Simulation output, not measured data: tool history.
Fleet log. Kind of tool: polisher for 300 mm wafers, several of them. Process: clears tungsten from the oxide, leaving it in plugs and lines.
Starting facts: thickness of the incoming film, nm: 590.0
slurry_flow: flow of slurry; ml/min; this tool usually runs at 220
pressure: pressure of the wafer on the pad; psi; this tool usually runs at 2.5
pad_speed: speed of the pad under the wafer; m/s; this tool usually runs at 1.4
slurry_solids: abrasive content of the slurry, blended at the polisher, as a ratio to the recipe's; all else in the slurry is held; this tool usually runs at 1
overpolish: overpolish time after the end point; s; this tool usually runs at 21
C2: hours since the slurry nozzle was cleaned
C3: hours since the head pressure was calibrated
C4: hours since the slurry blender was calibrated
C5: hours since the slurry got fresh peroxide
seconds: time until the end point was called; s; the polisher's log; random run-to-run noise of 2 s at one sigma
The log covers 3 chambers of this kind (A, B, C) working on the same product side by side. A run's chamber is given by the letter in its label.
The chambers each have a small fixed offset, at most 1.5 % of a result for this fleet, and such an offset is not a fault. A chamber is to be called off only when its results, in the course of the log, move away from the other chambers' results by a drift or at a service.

Run 1B, hour 6.8: usual settings; wafers polished on this pad 268; C2 85; C3 815; C4 101.7; C5 43. Result: seconds 122.44 s.
Run 2C, hour 12.8: usual settings; wafers polished on this pad 509; C2 434.4; C3 883.7; C4 220.8; C5 23.7. Result: seconds 117.92 s.
Run 3A, hour 21: usual settings; wafers polished on this pad 167; C2 190.7; C3 376.8; C4 305.8; C5 115. Result: seconds 122.05 s.
Run 4B, hour 26: usual settings; wafers polished on this pad 346; C2 104.2; C3 834.2; C4 120.9; C5 62.2. Result: seconds 119.71 s.
Run 5A, hour 32.6: usual settings; wafers polished on this pad 214; C2 202.3; C3 388.4; C4 317.4; C5 126.6. Result: seconds 122.4 s.
At hour 33: chamber C: slurry blender recalibrated.
Run 6C, hour 39.2: usual settings; wafers polished on this pad 616; C2 460.8; C3 910.1; C4 6.3; C5 50.1. Result: seconds 117.48 s.
Run 7C, hour 47.1: usual settings; wafers polished on this pad 648; C2 468.7; C3 918; C4 14.2; C5 58. Result: seconds 119.73 s.
At hour 47.9: chamber A: slurry blender recalibrated.
At hour 47.9: chamber B: slurry tank refilled with fresh slurry and peroxide.
Run 8A, hour 55.5: usual settings; wafers polished on this pad 307; C2 225.2; C3 411.3; C4 7.7; C5 149.5. Result: seconds 120.36 s.
Run 9B, hour 61.4: usual settings; wafers polished on this pad 489; C2 139.6; C3 869.6; C4 156.3; C5 13.6. Result: seconds 120.88 s.
Run 10C, hour 66.9: usual settings; wafers polished on this pad 728; C2 488.5; C3 937.8; C4 34; C5 77.8. Result: seconds 118.18 s.
Run 11B, hour 76.1: usual settings; wafers polished on this pad 549; C2 154.3; C3 884.3; C4 171; C5 28.3. Result: seconds 123.42 s.
At hour 78.9: chamber C: slurry tank refilled with fresh slurry and peroxide.
Run 12A, hour 84.2: usual settings; wafers polished on this pad 423; C2 253.9; C3 440; C4 36.4; C5 178.2. Result: seconds 121.99 s.
Run 13C, hour 93: usual settings; wafers polished on this pad 834; C2 514.6; C3 963.9; C4 60.1; C5 14.1. Result: seconds 119.56 s.
At hour 99.5: chamber A: slurry tank refilled with fresh slurry and peroxide.
Run 14A, hour 102: usual settings; wafers polished on this pad 495; C2 271.7; C3 457.8; C4 54.2; C5 2.6. Result: seconds 125.77 s.
At hour 106.9: chamber A: slurry nozzle cleaned.
Run 15B, hour 111.1: usual settings; wafers polished on this pad 691; C2 189.3; C3 919.3; C4 206; C5 63.3. Result: seconds 121.54 s.
Run 16A, hour 121.1: usual settings; wafers polished on this pad 573; C2 14.2; C3 476.9; C4 73.3; C5 21.7. Result: seconds 118.53 s.
Run 17B, hour 126: usual settings; wafers polished on this pad 751; C2 204.2; C3 934.2; C4 220.9; C5 78.2. Result: seconds 123.88 s.
Run 18C, hour 134.6: usual settings; wafers polished on this pad 1003; C2 556.2; C3 1005.5; C4 101.7; C5 55.7. Result: seconds 122.99 s.
At hour 134.9: chamber B: slurry tank refilled with fresh slurry and peroxide.
Run 19C, hour 143.9: usual settings; wafers polished on this pad 1041; C2 565.5; C3 1014.8; C4 111; C5 65. Result: seconds 121.78 s.
At hour 153.6: chamber B: slurry blender recalibrated.
Run 20B, hour 154: usual settings but slurry_flow 250 ml/min, slurry_solids 0.75; wafers polished on this pad 865; C2 232.2; C3 962.2; C4 0.4; C5 19.2. Result: seconds 128.99 s.
At hour 159: chamber C: head pressure recalibrated.
Run 21A, hour 162.3: usual settings but slurry_flow 250 ml/min, slurry_solids 0.75; wafers polished on this pad 740; C2 55.4; C3 518.1; C4 114.5; C5 62.9. Result: seconds 124.01 s.
Run 22A, hour 167.2: usual settings but slurry_flow 250 ml/min, slurry_solids 0.75; wafers polished on this pad 760; C2 60.3; C3 523; C4 119.4; C5 67.8. Result: seconds 127.27 s.
Run 23C, hour 171.5: usual settings; wafers polished on this pad 1152; C2 593.1; C3 12.5; C4 138.6; C5 92.6. Result: seconds 115.81 s.

Each of the 3 chambers runs these same settings next. Fill in every chamber's results:
Run 24A, hour 178.8: usual settings. Result: seconds ?.
Run 24B, hour 178.8: usual settings. Result: seconds ?.
Run 24C, hour 178.8: usual settings. Result: seconds ?.

run  seconds
24A   123.69
24B   117.87
24C   119.12

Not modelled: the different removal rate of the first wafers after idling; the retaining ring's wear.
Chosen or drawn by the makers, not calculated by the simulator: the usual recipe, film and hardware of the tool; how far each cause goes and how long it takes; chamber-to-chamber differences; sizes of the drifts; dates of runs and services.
